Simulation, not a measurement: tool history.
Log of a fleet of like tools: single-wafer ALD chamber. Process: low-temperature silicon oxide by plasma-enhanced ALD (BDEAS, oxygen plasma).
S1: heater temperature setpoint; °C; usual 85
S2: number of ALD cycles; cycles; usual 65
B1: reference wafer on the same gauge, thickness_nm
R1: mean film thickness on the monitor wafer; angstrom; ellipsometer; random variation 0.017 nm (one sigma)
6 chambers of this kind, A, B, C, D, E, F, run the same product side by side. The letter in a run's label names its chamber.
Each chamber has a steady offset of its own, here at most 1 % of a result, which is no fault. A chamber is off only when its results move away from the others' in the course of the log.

Run 1C, hour 8: usual settings; B1 8.855. Result: R1 96.917 angstrom.
Run 2B, hour 17.7: usual settings; B1 8.8531. Result: R1 97.586 angstrom.
Run 3F, hour 30.8: usual settings; B1 8.8552. Result: R1 98.768 angstrom.
Run 4D, hour 42.2: usual settings; B1 8.8524. Result: R1 97.96 angstrom.
Run 5E, hour 54.5: usual settings; B1 8.8644. Result: R1 97.83 angstrom.
Run 6A, hour 64.7: usual settings; B1 8.8598. Result: R1 98.754 angstrom.
Run 7B, hour 74.2: usual settings; B1 8.864. Result: R1 97.416 angstrom.
Run 8F, hour 82.7: usual settings; B1 8.8642. Result: R1 98.812 angstrom.
Run 9E, hour 94.2: usual settings; B1 8.8633. Result: R1 97.563 angstrom.
Run 10D, hour 100.6: usual settings; B1 8.862. Result: R1 98 angstrom.
Run 11C, hour 113.9: usual settings but S2 52 cycles; B1 8.8687. Result: R1 77.792 angstrom.
Run 12A, hour 124.9: usual settings but S2 52 cycles; B1 8.871. Result: R1 79.132 angstrom.
Run 13A, hour 132.8: usual settings but S2 52 cycles; B1 8.873. Result: R1 79.112 angstrom.
Run 14B, hour 144.2: usual settings but S2 52 cycles; B1 8.8706. Result: R1 77.965 angstrom.
Run 15F, hour 151.8: usual settings but S2 52 cycles; B1 8.8701. Result: R1 79.192 angstrom.
Run 16E, hour 161.3: usual settings but S2 52 cycles; B1 8.8738. Result: R1 78.438 angstrom.
Run 17C, hour 173.7: usual settings; B1 8.8792. Result: R1 97.4 angstrom.
Run 18D, hour 181.7: usual settings; B1 8.8798. Result: R1 98.204 angstrom.
Run 19C, hour 192.1: usual settings; B1 8.8742. Result: R1 97.332 angstrom.
Run 20D, hour 203.5: usual settings but S1 77 °C, S2 59 cycles; B1 8.8826. Result: R1 91.673 angstrom.
Run 21E, hour 215.9: usual settings but S1 77 °C, S2 59 cycles; B1 8.8811. Result: R1 91.291 angstrom.
Run 22B, hour 223.4: usual settings but S1 77 °C, S2 59 cycles; B1 8.8827. Result: R1 91.274 angstrom.
Run 23A, hour 232.2: usual settings but S1 77 °C, S2 59 cycles; B1 8.8871. Result: R1 92.686 angstrom.
Run 24F, hour 242.4: usual settings but S1 77 °C, S2 59 cycles; B1 8.8887. Result: R1 92.263 angstrom.
Run 25D, hour 253.1: usual settings but S1 77 °C, S2 59 cycles; B1 8.8837. Result: R1 91.974 angstrom.
Run 26B, hour 260.8: usual settings; B1 8.8874. Result: R1 98.106 angstrom.
Run 27E, hour 272.6: usual settings; B1 8.8898. Result: R1 98.056 angstrom.
Run 28A, hour 280.5: usual settings; B1 8.8947. Result: R1 99.173 angstrom.
At hour 286.2: chamber E: thermocouple changed; heater temperature recalibrated.
Run 29C, hour 286.6: usual settings; B1 8.8909. Result: R1 97.565 angstrom.
Run 30F, hour 293.3: usual settings; B1 8.8954. Result: R1 99.117 angstrom.
Run 31D, hour 301.7: usual settings; B1 8.8924. Result: R1 98.53 angstrom.
Run 32E, hour 310: usual settings; B1 8.8935. Result: R1 98.044 angstrom.
Run 33C, hour 320.6: usual settings; B1 8.8933. Result: R1 97.432 angstrom.
Run 34B, hour 327: usual settings but S1 77 °C, S2 76 cycles; B1 8.8988. Result: R1 117.97 angstrom.
Run 35F, hour 339.4: usual settings but S1 77 °C, S2 76 cycles; B1 8.8948. Result: R1 119.27 angstrom.
Run 36A, hour 349.7: usual settings but S1 77 °C, S2 76 cycles; B1 8.9023. Result: R1 119.55 angstrom.
Run 37A, hour 357.5: usual settings but S1 77 °C, S2 76 cycles; B1 8.9018. Result: R1 119.49 angstrom.
Run 38B, hour 368.2: usual settings but S1 77 °C, S2 76 cycles; B1 8.9019. Result: R1 117.7 angstrom.
Run 39E, hour 378: usual settings but S1 77 °C, S2 76 cycles; B1 8.9101. Result: R1 117.81 angstrom.
Run 40C, hour 391: usual settings but S2 58 cycles; B1 8.9075. Result: R1 87.476 angstrom.
Run 41F, hour 402.1: usual settings but S2 58 cycles; B1 8.9126. Result: R1 88.435 angstrom.

Next, every chamber runs the same settings. What will each give?
Run 42A, hour 411.8: usual settings. Result: R1 ?.
Run 42B, hour 411.8: usual settings. Result: R1 ?.
Run 42C, hour 411.8: usual settings. Result: R1 ?.
Run 42D, hour 411.8: usual settings. Result: R1 ?.
Run 42E, hour 411.8: usual settings. Result: R1 ?.
Run 42F, hour 411.8: usual settings. Result: R1 ?.

run      R1
42A  99.635
42B  98.015
42C  97.777
42D  98.916
42E  98.266
42F  99.309

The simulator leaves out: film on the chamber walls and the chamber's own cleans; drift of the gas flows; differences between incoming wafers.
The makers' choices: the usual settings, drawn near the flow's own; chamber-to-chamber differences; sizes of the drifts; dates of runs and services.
